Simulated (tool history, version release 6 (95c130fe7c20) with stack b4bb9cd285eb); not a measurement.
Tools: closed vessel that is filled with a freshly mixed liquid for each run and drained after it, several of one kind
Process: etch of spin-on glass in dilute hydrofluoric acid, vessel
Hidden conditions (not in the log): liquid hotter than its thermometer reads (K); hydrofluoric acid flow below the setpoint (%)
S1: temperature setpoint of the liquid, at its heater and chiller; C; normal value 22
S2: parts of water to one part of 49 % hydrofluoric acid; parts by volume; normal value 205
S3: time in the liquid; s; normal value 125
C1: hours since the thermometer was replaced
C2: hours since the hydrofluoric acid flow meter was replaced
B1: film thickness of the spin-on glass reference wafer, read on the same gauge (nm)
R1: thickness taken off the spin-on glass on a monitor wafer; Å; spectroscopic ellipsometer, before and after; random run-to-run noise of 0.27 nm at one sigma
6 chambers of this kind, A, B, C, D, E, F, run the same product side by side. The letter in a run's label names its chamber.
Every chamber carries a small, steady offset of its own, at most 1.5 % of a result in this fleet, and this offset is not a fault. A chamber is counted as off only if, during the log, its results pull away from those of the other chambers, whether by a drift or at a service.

{"run": "1E", "day": 0.175, "S1": 22, "S2": 205, "S3": 125, "C1": 116.2, "C2": 566.6, "B1": 80.008, "R1": 273.4}
{"run": "2D", "day": 0.358, "S1": 22, "S2": 205, "S3": 125, "C1": 1422.4, "C2": 467, "B1": 80.029, "R1": 274.76}
{"run": "3F", "day": 0.488, "S1": 22, "S2": 205, "S3": 125, "C1": 159.7, "C2": 1223.2, "B1": 79.991, "R1": 273.9}
{"day": 0.546, "done": "chamber C: thermometer replaced"}
{"run": "4A", "day": 0.646, "S1": 22, "S2": 205, "S3": 125, "C1": 261.4, "C2": 458.7, "B1": 79.995, "R1": 269.82}
{"run": "5C", "day": 0.808, "S1": 22, "S2": 205, "S3": 125, "C1": 6.4, "C2": 246.9, "B1": 79.995, "R1": 270.6}
{"run": "6B", "day": 0.9, "S1": 22, "S2": 205, "S3": 125, "C1": 498.7, "C2": 65.2, "B1": 80.023, "R1": 275.31}
{"run": "7E", "day": 1.079, "S1": 22, "S2": 205, "S3": 125, "C1": 137.9, "C2": 588.3, "B1": 80.026, "R1": 278.61}
{"run": "8A", "day": 1.188, "S1": 22, "S2": 205, "S3": 125, "C1": 274.4, "C2": 471.7, "B1": 79.998, "R1": 269.14}
{"run": "9F", "day": 1.296, "S1": 22, "S2": 205, "S3": 125, "C1": 179.1, "C2": 1242.6, "B1": 80.054, "R1": 276.56}
{"run": "10B", "day": 1.396, "S1": 18, "S2": 205, "S3": 155, "C1": 510.6, "C2": 77.1, "B1": 79.989, "R1": 291.63}
{"run": "11D", "day": 1.542, "S1": 18, "S2": 205, "S3": 155, "C1": 1450.8, "C2": 495.4, "B1": 80.019, "R1": 292.64}
{"run": "12C", "day": 1.717, "S1": 18, "S2": 205, "S3": 155, "C1": 28.2, "C2": 268.7, "B1": 79.973, "R1": 289.81}
{"run": "13F", "day": 1.825, "S1": 18, "S2": 205, "S3": 155, "C1": 191.8, "C2": 1255.3, "B1": 80.007, "R1": 293.41}
{"run": "14A", "day": 2.008, "S1": 18, "S2": 205, "S3": 155, "C1": 294.1, "C2": 491.4, "B1": 80.032, "R1": 293.39}
{"run": "15C", "day": 2.188, "S1": 18, "S2": 205, "S3": 155, "C1": 39.5, "C2": 280, "B1": 79.989, "R1": 284.61}
{"run": "16E", "day": 2.321, "S1": 22, "S2": 205, "S3": 125, "C1": 167.7, "C2": 618.1, "B1": 79.982, "R1": 278.68}
{"run": "17B", "day": 2.467, "S1": 22, "S2": 205, "S3": 125, "C1": 536.3, "C2": 102.8, "B1": 79.993, "R1": 277.5}
{"run": "18D", "day": 2.588, "S1": 22, "S2": 140, "S3": 125, "C1": 1475.9, "C2": 520.5, "B1": 79.997, "R1": 435.46}
{"run": "19E", "day": 2.708, "S1": 22, "S2": 140, "S3": 125, "C1": 177, "C2": 627.4, "B1": 79.988, "R1": 434.34}
{"run": "20A", "day": 2.858, "S1": 22, "S2": 140, "S3": 125, "C1": 314.5, "C2": 511.8, "B1": 79.98, "R1": 428.58}
{"run": "21F", "day": 2.938, "S1": 22, "S2": 140, "S3": 125, "C1": 218.5, "C2": 1282, "B1": 79.987, "R1": 432.27}
{"run": "22C", "day": 3.021, "S1": 22, "S2": 140, "S3": 125, "C1": 59.5, "C2": 300, "B1": 79.99, "R1": 429.58}
{"run": "23B", "day": 3.154, "S1": 22, "S2": 140, "S3": 125, "C1": 552.8, "C2": 119.3, "B1": 79.978, "R1": 438.82}
{"run": "24D", "day": 3.275, "S1": 22, "S2": 205, "S3": 125, "C1": 1492.4, "C2": 537, "B1": 79.992, "R1": 270.96}
{"run": "25C", "day": 3.375, "S1": 22, "S2": 205, "S3": 125, "C1": 68, "C2": 308.5, "B1": 80.031, "R1": 274.41}
{"run": "26F", "day": 3.488, "S1": 22, "S2": 205, "S3": 125, "C1": 231.7, "C2": 1295.2, "B1": 80.032, "R1": 272.32}
{"run": "27E", "day": 3.604, "S1": 22, "S2": 115, "S3": 125, "C1": 198.5, "C2": 648.9, "B1": 80.005, "R1": 546.24}
{"run": "28A", "day": 3.692, "S1": 22, "S2": 115, "S3": 125, "C1": 334.5, "C2": 531.8, "B1": 79.972, "R1": 547.77}
{"run": "29B", "day": 3.817, "S1": 22, "S2": 115, "S3": 125, "C1": 568.7, "C2": 135.2, "B1": 80.002, "R1": 530.07}
{"run": "30D", "day": 3.992, "S1": 22, "S2": 115, "S3": 125, "C1": 1509.6, "C2": 554.2, "B1": 80.017, "R1": 546.84}
{"run": "31E", "day": 4.154, "S1": 22, "S2": 115, "S3": 125, "C1": 211.7, "C2": 662.1, "B1": 79.986, "R1": 545.94}
{"run": "32D", "day": 4.321, "S1": 22, "S2": 115, "S3": 125, "C1": 1517.5, "C2": 562.1, "B1": 79.983, "R1": 547.31}
{"run": "33B", "day": 4.433, "S1": 22, "S2": 205, "S3": 125, "C1": 583.5, "C2": 150, "B1": 80.022, "R1": 276.62}
{"run": "34A", "day": 4.525, "S1": 22, "S2": 205, "S3": 125, "C1": 354.5, "C2": 551.8, "B1": 80.008, "R1": 271.3}
{"run": "35F", "day": 4.658, "S1": 22, "S2": 205, "S3": 125, "C1": 259.8, "C2": 1323.3, "B1": 79.985, "R1": 272.69}
{"run": "36C", "day": 4.754, "S1": 22, "S2": 205, "S3": 190, "C1": 101.1, "C2": 341.6, "B1": 80.034, "R1": 413.77}
{"run": "37B", "day": 4.883, "S1": 22, "S2": 205, "S3": 190, "C1": 594.3, "C2": 160.8, "B1": 80.017, "R1": 413.69}
{"run": "38E", "day": 5.012, "S1": 22, "S2": 205, "S3": 190, "C1": 232.3, "C2": 682.7, "B1": 79.994, "R1": 417.34}
{"run": "39F", "day": 5.1, "S1": 22, "S2": 205, "S3": 190, "C1": 270.4, "C2": 1333.9, "B1": 80.013, "R1": 413.75}
{"run": "40C", "day": 5.196, "S1": 22, "S2": 205, "S3": 190, "C1": 111.7, "C2": 352.2, "B1": 79.995, "R1": 412.05}
{"run": "41D", "day": 5.358, "S1": 22, "S2": 205, "S3": 190, "C1": 1542.4, "C2": 587, "B1": 80.012, "R1": 413.15}
{"run": "42A", "day": 5.504, "S1": 22, "S2": 205, "S3": 125, "C1": 378, "C2": 575.3, "B1": 80.02, "R1": 271.73}
{"run": "43C", "day": 5.646, "S1": 22, "S2": 240, "S3": 65, "C1": 122.5, "C2": 363, "B1": 79.986, "R1": 118.95}
{"run": "44B", "day": 5.792, "S1": 22, "S2": 240, "S3": 65, "C1": 616.1, "C2": 182.6, "B1": 79.976, "R1": 118.61}

Next, every chamber runs the same settings. What will each give?
{"run": "45A", "day": 5.925, "S1": 22, "S2": 205, "S3": 190, "R1": "?"}
{"run": "45B", "day": 5.925, "S1": 22, "S2": 205, "S3": 190, "R1": "?"}
{"run": "45C", "day": 5.925, "S1": 22, "S2": 205, "S3": 190, "R1": "?"}
{"run": "45D", "day": 5.925, "S1": 22, "S2": 205, "S3": 190, "R1": "?"}
{"run": "45E", "day": 5.925, "S1": 22, "S2": 205, "S3": 190, "R1": "?"}
{"run": "45F", "day": 5.925, "S1": 22, "S2": 205, "S3": 190, "R1": "?"}

run=45A R1=421.74
run=45B R1=411.56
run=45C R1=414.4
run=45D R1=412.66
run=45E R1=418.74
run=45F R1=424
